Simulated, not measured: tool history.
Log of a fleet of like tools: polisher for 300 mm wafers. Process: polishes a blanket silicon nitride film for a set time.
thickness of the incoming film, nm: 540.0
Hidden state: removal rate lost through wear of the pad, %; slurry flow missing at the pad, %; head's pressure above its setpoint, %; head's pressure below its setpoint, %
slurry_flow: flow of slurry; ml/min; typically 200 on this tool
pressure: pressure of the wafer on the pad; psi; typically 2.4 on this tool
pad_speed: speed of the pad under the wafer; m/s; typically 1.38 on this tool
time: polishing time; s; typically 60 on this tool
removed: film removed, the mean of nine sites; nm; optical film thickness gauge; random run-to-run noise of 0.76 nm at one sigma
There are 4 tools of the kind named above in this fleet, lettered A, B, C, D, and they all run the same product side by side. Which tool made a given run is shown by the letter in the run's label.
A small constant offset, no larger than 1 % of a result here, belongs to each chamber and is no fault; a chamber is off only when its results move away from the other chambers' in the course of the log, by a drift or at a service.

run     day  slurry_flow  pressure  pad_speed  time  wafers polished on this pad  hours since the slurry nozzle was cleaned  hours since the head pressure was calibrated  removed
      0.046  -- chamber C: head pressure recalibrated
 1D   0.400          200       2.4       1.38    60                          643                                      289.9                                          27.2   75.717
      0.583  -- chamber C: worn pad replaced by a new one
 2C   0.588          200       2.4       1.38    60                            1                                       41.7                                          13.1   74.582
 3B   1.000          200       2.4       1.38    60                         1112                                      104.5                                         427.7   75.595
      1.150  -- chamber A: worn pad replaced by a new one
 4A   1.250          200       2.4       1.38    60                           29                                      243.3                                         246.9   74.612
 5A   1.554          200       2.4       1.38    60                          116                                      250.6                                         254.2   75.170
 6C   1.838          200       2.4       1.38    60                          361                                       71.7                                          43.1   74.613
 7B   2.092          200       2.4       1.38    60                         1426                                      130.7                                         453.9   75.457
      2.100  -- chamber B: worn pad replaced by a new one
 8D   2.279          200       2.4       1.38    60                         1183                                      335.0                                          72.3   75.764
 9C   2.617          200       2.4       1.38    60                          584                                       90.4                                          61.8   74.023
10B   2.842          200       2.4       1.38    40                          213                                      148.7                                         471.9   50.052
      2.946  -- chamber A: worn pad replaced by a new one
11A   3.100          200       2.4       1.38    40                           44                                      287.7                                         291.3   51.072
12D   3.396          200       2.4       1.38    40                         1504                                      361.8                                          99.1   49.408
13A   3.658          200       2.4       1.38    40                          205                                      301.1                                         304.7   50.216
14C   3.912          200       2.4       1.38    60                          957                                      121.5                                          92.9   73.837
15D   4.250          200       2.4       1.38    60                         1750                                      382.3                                         119.6   76.485
16B   4.462          200       2.4       1.38    60                          679                                      187.6                                         510.8   74.589
      4.792  -- chamber A: head pressure recalibrated
17A   4.825          200       2.4       1.38    60                          540                                      329.1                                           0.8   74.625
      4.933  -- chamber C: worn pad replaced by a new one
      4.938  -- chamber A: worn pad replaced by a new one
18D   5.075          200       2.4       1.38    60                         1987                                      402.1                                         139.4   74.424
19B   5.379          200       2.4       1.38    60                          942                                      209.6                                         532.8   75.443
20C   5.658          200       2.4       1.38    67                          208                                      163.4                                         134.8   83.062
21C   6.067          200       2.4       1.38    67                          325                                      173.2                                         144.6   83.650
22B   6.317          200       2.4       1.38    67                         1211                                      232.1                                         555.3   83.956
      6.442  -- chamber B: worn pad replaced by a new one
23A   6.733          200       2.4       1.38    67                          515                                      374.9                                          46.6   85.672
24D   6.962          200       2.4       1.38    60                         2529                                      447.4                                         184.7   72.656
      7.058  -- chamber A: worn pad replaced by a new one
25D   7.150          200       2.4       1.38    60                         2583                                      451.9                                         189.2   72.687
26B   7.450          200       2.4       1.38    60                          290                                      259.3                                         582.5   74.594
27A   7.796          200       2.4       1.38    60                          212                                      400.4                                          72.1   75.698
28C   8.112          200       2.4       1.38    60                          913                                      222.3                                         193.7   75.897
29C   8.346          200       2.4       1.38    60                          980                                      227.9                                         199.3   74.288
30D   8.588          200       2.4       1.38    60                         2996                                      486.4                                         223.7   71.885
31B   8.825          200       2.4       1.38    60                          685                                      292.3                                         615.5   74.186
32A   9.012          200       2.4       1.38    60                          561                                      429.6                                         101.3   74.651
      9.142  -- chamber C: worn pad replaced by a new one
33B   9.196          200       2.4       1.38    60                          792                                      301.2                                         624.4   75.864
      9.275  -- chamber A: worn pad replaced by a new one
34C   9.538          200       2.4       1.38    60                          113                                      256.5                                         227.9   75.367
35D   9.871          200       2.4       1.38    60                         3364                                      517.2                                         254.5   68.704
36A  10.108          200       2.4       1.38    60                          240                                      455.9                                         127.6   74.438
37C  10.300          200       2.4       1.38    60                          332                                      274.8                                         246.2   75.366

Which is it: a chamber that has drifted or been left off by a service, a gauge drift common to all chambers, or only each chamber's usual small offset? If a chamber is off, name it and its likeliest cause.

It is chamber D that slowly wanders off from its peers.
What lies behind it: removal rate lost through wear of the pad, % = 10.6.
The log may not tell that from: head's pressure below its setpoint, %.

Chamber D could run next with any of the 4 candidate recipes listed below; each alters the usual settings, and their results appear as question marks. Which one brings its results back in line with what the other chambers deliver on the usual settings?
Counts as in line when no further than this from what the other chambers average on the usual settings: removed 2.700 nm
38D-1  10.600          205       2.4       1.56    60                                                                                                                              ?
38D-2  10.600          195       2.4       1.08    60                                                                                                                              ?
38D-3  10.600          200       2.3       1.34    58                                                                                                                              ?
38D-4  10.600          205       2.4       1.52    68                                                                                                                              ?

Mean of the other chambers on the usual settings: removed 75.318 nm
  run  removed
38D-1   74.694
38D-2   55.376
38D-3   61.084
38D-4   82.921
It is 38D-1 that realigns the chamber with its peers.
